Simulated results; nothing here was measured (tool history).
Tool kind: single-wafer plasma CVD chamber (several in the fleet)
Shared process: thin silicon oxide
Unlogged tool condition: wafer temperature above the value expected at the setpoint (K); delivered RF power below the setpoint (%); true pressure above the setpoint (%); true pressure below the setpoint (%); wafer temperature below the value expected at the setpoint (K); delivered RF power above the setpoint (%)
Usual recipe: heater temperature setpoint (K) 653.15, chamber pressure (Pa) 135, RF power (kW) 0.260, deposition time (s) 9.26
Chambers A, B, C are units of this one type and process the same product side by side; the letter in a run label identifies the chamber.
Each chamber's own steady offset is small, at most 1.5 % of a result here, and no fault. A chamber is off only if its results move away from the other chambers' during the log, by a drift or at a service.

| run | day | heater temperature setpoint (K) | chamber pressure (Pa) | RF power (kW) | deposition time (s) | hours since the last thermocouple change | hours since the last RF generator calibration | hours since the last manometer calibration | read-back reference wafer on the same gauge, thickness_nm | mean film thickness on the monitor wafer (angstrom) |
|---|---|---|---|---|---|---|---|---|---|---|
|  | 0.017 | chamber A: capacitance manometer re-zeroed and calibrated |
| 1C | 0.208 | 653.15 | 135 | 0.260 | 9.26 | 1479.3 | 1035.6 | 115.9 | 22.200 | 197.95 |
| 2B | 0.512 | 653.15 | 135 | 0.260 | 9.26 | 1083.1 | 440.5 | 2250.9 | 22.210 | 198.60 |
| 3A | 0.675 | 653.15 | 135 | 0.260 | 9.26 | 1256.5 | 623.8 | 15.9 | 22.195 | 198.20 |
| 4C | 1.008 | 653.15 | 135 | 0.260 | 9.26 | 1498.5 | 1054.8 | 135.1 | 22.201 | 196.97 |
| 5B | 1.271 | 653.15 | 135 | 0.260 | 9.26 | 1101.3 | 458.7 | 2269.1 | 22.206 | 197.41 |
| 6A | 1.546 | 653.15 | 135 | 0.260 | 9.26 | 1277.4 | 644.7 | 36.8 | 22.195 | 198.90 |
| 7A | 1.758 | 653.15 | 135 | 0.260 | 9.26 | 1282.5 | 649.8 | 41.9 | 22.191 | 199.39 |
| 8B | 2.125 | 653.15 | 135 | 0.260 | 9.26 | 1121.8 | 479.2 | 2289.6 | 22.201 | 198.05 |
| 9C | 2.308 | 653.15 | 135 | 0.260 | 9.26 | 1529.7 | 1086.0 | 166.3 | 22.198 | 197.70 |
| 10A | 2.588 | 653.15 | 135 | 0.260 | 9.26 | 1302.4 | 669.7 | 61.8 | 22.197 | 199.26 |
| 11C | 2.954 | 653.15 | 135 | 0.260 | 9.26 | 1545.2 | 1101.5 | 181.8 | 22.208 | 197.95 |
| 12B | 3.212 | 653.15 | 165 | 0.260 | 7.45 | 1147.9 | 505.3 | 2315.7 | 22.198 | 179.47 |
| 13C | 3.379 | 653.15 | 165 | 0.260 | 7.45 | 1555.4 | 1111.7 | 192.0 | 22.206 | 180.51 |
| 14B | 3.721 | 653.15 | 165 | 0.260 | 7.45 | 1160.1 | 517.5 | 2327.9 | 22.192 | 178.95 |
| 15A | 4.054 | 653.15 | 135 | 0.260 | 9.26 | 1337.6 | 704.9 | 97.0 | 22.192 | 199.09 |
| 16B | 4.275 | 653.15 | 135 | 0.260 | 9.26 | 1173.4 | 530.8 | 2341.2 | 22.196 | 195.56 |
| 17C | 4.479 | 653.15 | 135 | 0.260 | 9.26 | 1581.8 | 1138.1 | 218.4 | 22.183 | 197.76 |
| 18A | 4.667 | 653.15 | 117 | 0.260 | 9.26 | 1352.3 | 719.6 | 111.7 | 22.202 | 178.42 |
|  | 4.779 | chamber C: thermocouple changed; heater temperature recalibrated |
| 19C | 5.000 | 653.15 | 117 | 0.260 | 9.26 | 5.3 | 1150.6 | 230.9 | 22.196 | 177.63 |
| 20A | 5.162 | 653.15 | 117 | 0.260 | 9.26 | 1364.2 | 731.5 | 123.6 | 22.203 | 178.13 |
| 21B | 5.471 | 653.15 | 135 | 0.260 | 9.26 | 1202.1 | 559.5 | 2369.9 | 22.199 | 194.13 |
| 22C | 5.771 | 653.15 | 135 | 0.260 | 9.26 | 23.8 | 1169.1 | 249.4 | 22.207 | 198.00 |
| 23B | 5.946 | 653.15 | 135 | 0.260 | 10.75 | 1213.5 | 570.9 | 2381.3 | 22.198 | 225.32 |
|  | 6.150 | chamber B: capacitance manometer re-zeroed and calibrated |
| 24A | 6.221 | 653.15 | 135 | 0.260 | 10.75 | 1389.6 | 756.9 | 149.0 | 22.193 | 231.49 |
| 25C | 6.446 | 653.15 | 135 | 0.260 | 10.75 | 40.0 | 1185.3 | 265.6 | 22.185 | 229.90 |
| 26A | 6.633 | 653.15 | 135 | 0.260 | 9.26 | 1399.5 | 766.8 | 158.9 | 22.203 | 198.90 |
| 27B | 6.792 | 653.15 | 135 | 0.260 | 9.26 | 1233.8 | 591.2 | 15.5 | 22.208 | 192.18 |
| 28B | 7.150 | 653.15 | 135 | 0.260 | 9.26 | 1242.4 | 599.8 | 24.1 | 22.201 | 192.93 |
| 29A | 7.404 | 653.15 | 135 | 0.260 | 9.26 | 1418.0 | 785.3 | 177.4 | 22.214 | 198.74 |

Next, all 3 chambers run the settings below, one line each with question marks for the results. What does each chamber give?
| 30A | 7.667 | 653.15 | 135 | 0.295 | 9.26 |  |  |  |  | ? |
| 30B | 7.667 | 653.15 | 135 | 0.295 | 9.26 |  |  |  |  | ? |
| 30C | 7.667 | 653.15 | 135 | 0.295 | 9.26 |  |  |  |  | ? |

| run | mean film thickness on the monitor wafer (angstrom) |
|---|---|
| 30A | 209.70 |
| 30B | 203.51 |
| 30C | 209.14 |

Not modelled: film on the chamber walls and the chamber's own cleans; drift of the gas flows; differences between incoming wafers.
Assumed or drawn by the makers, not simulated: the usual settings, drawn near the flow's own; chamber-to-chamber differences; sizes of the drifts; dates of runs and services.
